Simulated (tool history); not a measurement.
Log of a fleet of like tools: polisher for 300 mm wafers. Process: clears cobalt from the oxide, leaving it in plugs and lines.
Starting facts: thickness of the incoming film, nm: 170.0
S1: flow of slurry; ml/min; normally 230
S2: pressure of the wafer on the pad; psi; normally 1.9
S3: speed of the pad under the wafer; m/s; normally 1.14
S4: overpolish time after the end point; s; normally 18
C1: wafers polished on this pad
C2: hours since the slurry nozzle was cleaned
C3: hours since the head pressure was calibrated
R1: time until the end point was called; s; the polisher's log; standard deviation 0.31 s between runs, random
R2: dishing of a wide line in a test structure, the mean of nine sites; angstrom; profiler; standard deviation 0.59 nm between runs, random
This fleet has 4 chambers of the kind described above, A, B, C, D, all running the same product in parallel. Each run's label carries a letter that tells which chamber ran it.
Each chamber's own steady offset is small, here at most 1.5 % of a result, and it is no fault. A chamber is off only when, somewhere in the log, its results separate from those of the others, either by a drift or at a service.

-- day=0.008 chamber C: worn pad replaced by a new one
run 1D day=0.292 | S1=230 S2=1.9 S3=1.14 S4=18 | C1=723 C2=93.9 C3=304.2 | R1=31.898 R2=506.09
-- day=0.683 chamber B: worn pad replaced by a new one
run 2C day=0.917 | S1=230 S2=1.9 S3=1.14 S4=18 | C1=269 C2=411.1 C3=497.7 | R1=31.976 R2=498.48
-- day=1.121 chamber D: worn pad replaced by a new one
run 3A day=1.346 | S1=230 S2=1.9 S3=1.14 S4=18 | C1=668 C2=423.4 C3=51.3 | R1=32.015 R2=515.04
run 4B day=1.858 | S1=230 S2=1.9 S3=1.14 S4=18 | C1=348 C2=177.6 C3=79.6 | R1=32.279 R2=494.00
run 5B day=2.379 | S1=230 S2=1.9 S3=1.14 S4=18 | C1=503 C2=190.1 C3=92.1 | R1=32.469 R2=492.00
run 6C day=2.867 | S1=230 S2=1.9 S3=1.14 S4=18 | C1=848 C2=457.9 C3=544.5 | R1=32.821 R2=497.60
run 7D day=3.350 | S1=230 S2=1.9 S3=1.14 S4=18 | C1=662 C2=167.3 C3=377.6 | R1=31.746 R2=507.56
-- day=3.696 chamber C: head pressure recalibrated
-- day=3.733 chamber D: worn pad replaced by a new one
run 8A day=3.954 | S1=230 S2=1.9 S3=1.14 S4=18 | C1=1442 C2=486.0 C3=113.9 | R1=31.356 R2=512.60
-- day=4.025 chamber B: worn pad replaced by a new one
-- day=4.121 chamber C: worn pad replaced by a new one
run 9D day=4.233 | S1=230 S2=1.9 S3=1.14 S4=18 | C1=149 C2=188.5 C3=398.8 | R1=31.993 R2=500.94
run 10B day=4.638 | S1=230 S2=1.9 S3=1.14 S4=18 | C1=182 C2=244.3 C3=146.3 | R1=32.238 R2=489.11
run 11A day=5.104 | S1=230 S2=1.9 S3=1.14 S4=18 | C1=1783 C2=513.6 C3=141.5 | R1=32.052 R2=498.41
-- day=5.671 chamber C: slurry nozzle cleaned
run 12C day=5.700 | S1=230 S2=1.9 S3=1.14 S4=18 | C1=468 C2=0.8 C3=48.1 | R1=31.823 R2=494.71
-- day=5.958 chamber A: slurry nozzle cleaned
run 13D day=6.258 | S1=230 S2=1.9 S3=1.14 S4=18 | C1=749 C2=237.1 C3=447.4 | R1=32.343 R2=494.30
-- day=6.496 chamber D: worn pad replaced by a new one
run 14C day=6.688 | S1=230 S2=1.9 S3=1.14 S4=18 | C1=761 C2=24.5 C3=71.8 | R1=31.909 R2=501.88
run 15B day=7.083 | S1=230 S2=1.9 S3=1.14 S4=18 | C1=908 C2=303.0 C3=205.0 | R1=32.409 R2=495.12
-- day=7.292 chamber D: slurry nozzle cleaned
-- day=7.408 chamber B: worn pad replaced by a new one
run 16A day=7.675 | S1=230 S2=1.9 S3=1.14 S4=18 | C1=2545 C2=41.2 C3=203.2 | R1=32.336 R2=514.76
-- day=7.688 chamber C: worn pad replaced by a new one
run 17C day=7.962 | S1=230 S2=1.9 S3=1.14 S4=18 | C1=82 C2=55.1 C3=102.4 | R1=32.217 R2=500.57
run 18B day=8.329 | S1=230 S2=1.9 S3=1.14 S4=18 | C1=273 C2=332.9 C3=234.9 | R1=32.325 R2=491.06
run 19A day=8.950 | S1=230 S2=1.9 S3=1.14 S4=18 | C1=2923 C2=71.8 C3=233.8 | R1=33.080 R2=498.96
run 20D day=9.308 | S1=230 S2=1.9 S3=1.14 S4=18 | C1=834 C2=48.4 C3=520.6 | R1=31.863 R2=503.98
run 21C day=9.583 | S1=230 S2=1.9 S3=1.14 S4=18 | C1=562 C2=94.0 C3=141.3 | R1=32.693 R2=491.22
-- day=9.788 chamber D: worn pad replaced by a new one
run 22B day=9.854 | S1=230 S2=1.9 S3=1.14 S4=18 | C1=725 C2=369.5 C3=271.5 | R1=31.896 R2=493.34
run 23A day=10.254 | S1=230 S2=1.9 S3=1.14 S4=18 | C1=3310 C2=103.1 C3=265.1 | R1=34.027 R2=501.80
run 24D day=10.708 | S1=230 S2=1.9 S3=1.14 S4=18 | C1=273 C2=82.0 C3=554.2 | R1=31.644 R2=500.96
run 25B day=11.179 | S1=230 S2=1.9 S3=1.14 S4=18 | C1=1118 C2=401.3 C3=303.3 | R1=32.100 R2=509.04
-- day=11.225 chamber B: worn pad replaced by a new one
-- day=11.508 chamber B: slurry nozzle cleaned
run 26C day=11.767 | S1=230 S2=1.9 S3=1.14 S4=18 | C1=1210 C2=146.4 C3=193.7 | R1=32.254 R2=501.17
-- day=11.875 chamber C: worn pad replaced by a new one
run 27D day=12.142 | S1=230 S2=2.4 S3=1.38 S4=18 | C1=698 C2=116.4 C3=588.6 | R1=20.865 R2=581.87
-- day=12.483 chamber D: worn pad replaced by a new one
run 28A day=12.696 | S1=230 S2=2.4 S3=1.38 S4=18 | C1=4034 C2=161.7 C3=323.7 | R1=22.547 R2=563.73
run 29A day=13.021 | S1=230 S2=2.4 S3=1.38 S4=18 | C1=4131 C2=169.5 C3=331.5 | R1=22.561 R2=572.10
run 30D day=13.450 | S1=230 S2=2.4 S3=1.38 S4=18 | C1=287 C2=147.8 C3=620.0 | R1=20.399 R2=584.88
run 31B day=13.762 | S1=230 S2=1.9 S3=1.14 S4=18 | C1=753 C2=54.2 C3=365.3 | R1=32.252 R2=488.99
run 32C day=14.096 | S1=230 S2=1.9 S3=1.14 S4=18 | C1=659 C2=202.3 C3=249.6 | R1=32.320 R2=497.99
run 33B day=14.379 | S1=230 S2=1.9 S3=1.14 S4=18 | C1=936 C2=69.0 C3=380.1 | R1=32.623 R2=497.21
run 34D day=14.650 | S1=230 S2=1.9 S3=1.14 S4=18 | C1=643 C2=176.6 C3=648.8 | R1=31.618 R2=502.42

All 4 chambers run these settings next. Forecast each chamber's results:
run 35A day=15.100 | S1=230 S2=1.9 S3=1.02 S4=18 | R1=? R2=?
run 35B day=15.100 | S1=230 S2=1.9 S3=1.02 S4=18 | R1=? R2=?
run 35C day=15.100 | S1=230 S2=1.9 S3=1.02 S4=18 | R1=? R2=?
run 35D day=15.100 | S1=230 S2=1.9 S3=1.02 S4=18 | R1=? R2=?

run=35A R1=40.581 R2=454.05
run=35B R1=35.571 R2=470.12
run=35C R1=36.123 R2=465.78
run=35D R1=35.827 R2=472.83

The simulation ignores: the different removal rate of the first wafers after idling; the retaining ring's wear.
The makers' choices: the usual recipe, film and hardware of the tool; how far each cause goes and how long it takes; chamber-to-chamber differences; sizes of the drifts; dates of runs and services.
